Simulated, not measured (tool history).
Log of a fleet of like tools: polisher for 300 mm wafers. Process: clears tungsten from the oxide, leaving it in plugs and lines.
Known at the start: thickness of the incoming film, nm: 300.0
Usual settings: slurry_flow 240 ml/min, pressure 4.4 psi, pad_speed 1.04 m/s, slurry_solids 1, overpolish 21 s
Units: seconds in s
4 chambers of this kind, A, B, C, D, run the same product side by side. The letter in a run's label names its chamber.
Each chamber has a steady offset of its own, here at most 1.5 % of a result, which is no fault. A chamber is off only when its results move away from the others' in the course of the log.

run   hour  slurry_flow  pressure  pad_speed  slurry_solids  overpolish  wafers polished on this pad  hours since the slurry nozzle was cleaned  hours since the head pressure was calibrated  hours since the slurry blender was calibrated  hours since the slurry got fresh peroxide  seconds
       4.2  -- chamber B: worn pad replaced by a new one
 1A    7.4          240       4.4       1.04              1          21                          788                                        309                                         827.4                                          169.2                                       29.8   51.382
 2C     14          240       4.4       1.04              1          21                          813                                      184.5                                         940.4                                          224.9                                       75.8   51.475
      14.3  -- chamber B: slurry tank refilled with fresh slurry and peroxide
      19.4  -- chamber C: worn pad replaced by a new one
 3B   21.6          240       4.4       1.04              1          21                          149                                      246.4                                         358.9                                          197.7                                        7.3   51.025
 4D   30.3          240       4.4       1.04              1          21                          935                                      350.6                                         718.3                                          130.3                                      113.7   50.879
 5D   35.7          240       4.4       1.04              1          21                          981                                        356                                         723.7                                          135.7                                      119.1   51.073
 6C   40.7          240       4.4       1.04              1          21                          182                                      211.2                                         967.1                                          251.6                                      102.5   50.786
      42.3  -- chamber A: slurry tank refilled with fresh slurry and peroxide
 7A   46.3          240       4.4       1.04              1          21                         1120                                      347.9                                         866.3                                          208.1                                        4.1    50.87
 8B   51.1          240       4.4       1.04              1          21                          401                                      275.9                                         388.4                                          227.2                                       36.8   50.883
 9D   58.1          240       4.4       1.04              1          21                         1172                                      378.4                                         746.1                                          158.1                                      141.5    51.54
      66.3  -- chamber C: slurry tank refilled with fresh slurry and peroxide
10A   67.9          240       4.4       1.04              1          21                         1304                                      369.5                                         887.9                                          229.7                                       25.7    52.64
      71.7  -- chamber C: slurry nozzle cleaned
11C   72.5          240       4.4       1.04              1          21                          453                                        0.8                                         998.9                                          283.4                                        6.2   50.412
      75.5  -- chamber D: worn pad replaced by a new one
      76.1  -- chamber A: worn pad replaced by a new one
      81.3  -- chamber D: slurry tank refilled with fresh slurry and peroxide
12B     82          240       4.4       1.04              1          21                          665                                      306.8                                         419.3                                          258.1                                       67.7   50.913
      87.9  -- chamber B: slurry blender recalibrated
      91.9  -- chamber B: worn pad replaced by a new one
13B   92.3          240       4.4       1.18            0.8          21                            3                                      317.1                                         429.6                                            4.4                                         78   48.503
14C  101.1          240       4.4       1.18            0.8          21                          698                                       29.4                                        1027.5                                            312                                       34.8   48.536
     106.6  -- chamber A: slurry tank refilled with fresh slurry and peroxide
15A  110.7          240       4.4       1.18            0.8          21                          295                                      412.3                                         930.7                                          272.5                                        4.1   48.096
     113.4  -- chamber A: slurry nozzle cleaned
16D  120.3          240       4.4       1.18            0.8          21                          383                                      440.6                                         808.3                                          220.3                                         39    47.55
17A  126.5          240       4.4       1.04              1          21                          430                                       13.2                                         946.5                                          288.3                                       19.9   52.225
     127.8  -- chamber D: slurry blender recalibrated
     134.5  -- chamber C: worn pad replaced by a new one
18B    136          240       4.4       1.04              1          21                          376                                      360.8                                         473.3                                           48.1                                      121.7    51.57
19D  145.4          240       4.4       1.04              1          21                          597                                      465.7                                         833.4                                           17.6                                       64.1   52.297
     146.1  -- chamber A: slurry blender recalibrated
20C  152.8          240       4.4       1.04              1          21                          157                                       81.1                                        1079.2                                          363.7                                       86.5   51.742
21C  161.7          240       4.4       1.04              1          21                          233                                         90                                        1088.1                                          372.6                                       95.4    51.19
22A  166.6          240       4.4       1.04              1          21                          773                                       53.3                                         986.6                                           20.6                                         60   51.449
     171.3  -- chamber B: slurry tank refilled with fresh slurry and peroxide
23B  173.1          240       4.4       1.04              1          21                          693                                      397.9                                         510.4                                           85.2                                        1.9   53.167
     176.4  -- chamber A: slurry tank refilled with fresh slurry and peroxide
       177  -- chamber B: worn pad replaced by a new one
24D  181.3          240       4.4       1.04              1          21                          904                                      501.6                                         869.3                                           53.5                                        100   51.632
25A  187.7          240       4.4       1.04              1          21                          953                                       74.4                                        1007.7                                           41.7                                       11.4   52.395
     188.8  -- chamber C: slurry blender recalibrated
26C  197.1          240       4.4       1.04              1          21                          535                                      125.4                                        1123.5                                            8.4                                      130.8   50.923
27B  205.5          240       4.4       1.04              1          21                          244                                      430.3                                         542.8                                          117.6                                       34.3   53.283
28D  215.4          240       4.4       1.04              1          21                         1195                                      535.7                                         903.4                                           87.6                                      134.1   51.602
     222.7  -- chamber C: worn pad replaced by a new one
29C  223.9          240       4.4       1.04              1          21                           10                                      152.2                                        1150.3                                           35.2                                      157.6   51.559
     231.4  -- chamber A: worn pad replaced by a new one
30B  232.7          240       4.4       1.04              1          21                          476                                      457.5                                           570                                          144.8                                       61.5   54.331
     233.8  -- chamber C: slurry tank refilled with fresh slurry and peroxide
31A  237.8          240       4.4       1.04              1          21                           54                                      124.5                                        1057.8                                           91.8                                       61.5   53.379
     239.4  -- chamber D: slurry tank refilled with fresh slurry and peroxide
32D  247.6          240       4.4       1.04              1          21                         1470                                      567.9                                         935.6                                          119.8                                        8.3   50.184
     247.8  -- chamber A: slurry tank refilled with fresh slurry and peroxide
     249.5  -- chamber D: worn pad replaced by a new one
33B  256.4          240       4.4       1.04              1          21                          679                                      481.2                                         593.7                                          168.5                                       85.2   55.875
     259.5  -- chamber B: worn pad replaced by a new one
34D  262.1          240       4.4       1.04              1          21                          108                                      582.4                                         950.1                                          134.3                                       22.8   51.043
35A  268.9          240       4.4       1.04              1          21                          320                                      155.6                                        1088.9                                          122.9                                       21.1   52.067
36C  274.2          240       4.4       1.04              1          21                          440                                      202.5                                        1200.6                                           85.5                                       40.4   51.634
37B  282.8          240       4.4       1.04              1          21                          199                                      507.6                                         620.1                                          194.9                                      111.6   55.842
38C  288.1          240       4.4       1.04           0.85          21                          558                                      216.4                                        1214.5                                           99.4                                       54.3   54.292
39D  295.9          240       4.4       1.04           0.85          21                          397                                      616.2                                         983.9                                          168.1                                       56.6   53.558
40A  301.6          240       4.4       1.04           0.85          21                          599                                      188.3                                        1121.6                                          155.6                                       53.8   54.315
41A  311.1          240       4.4       1.04           0.85          21                          680                                      197.8                                        1131.1                                          165.1                                       63.3   53.775
42C  317.8          240       4.4       1.18              1          21                          812                                      246.1                                        1244.2                                          129.1                                         84   44.759
43D  325.2          240       4.4       1.18              1          21                          647                                      645.5                                        1013.2                                          197.4                                       85.9    46.35
44B  334.8          240       4.4       1.18              1          21                          643                                      559.6                                         672.1                                          246.9                                      163.6   50.399

Is one chamber off against the others, does the gauge drift, or is nothing wrong? If a chamber is off, say which, and what the likeliest cause is.

Chamber B drifts away from the others.
Cause: head's pressure below its setpoint, % = 11.9.

Here are 4 candidates for chamber B's next run, each the usual settings with a change, their results left as question marks. Which one brings its results back in line with what the others give on the usual settings?
In line means no further than this from the other chambers' mean on the usual settings: seconds 2.4 s
45B-1  342.2          235       3.9       0.92              1          21                                                                                                                                                                                                                        ?
45B-2  342.2          240       4.6        1.1              1          21                                                                                                                                                                                                                        ?
45B-3  342.2          240         5       1.18              1          21                                                                                                                                                                                                                        ?
45B-4  342.2          235       3.9       1.04              1          21                                                                                                                                                                                                                        ?

The other chambers' mean on the usual settings: seconds 51.869 s
  run  seconds
45B-1   74.937
45B-2   52.831
45B-3   45.251
45B-4   66.178
45B-2 brings the chamber back in line.
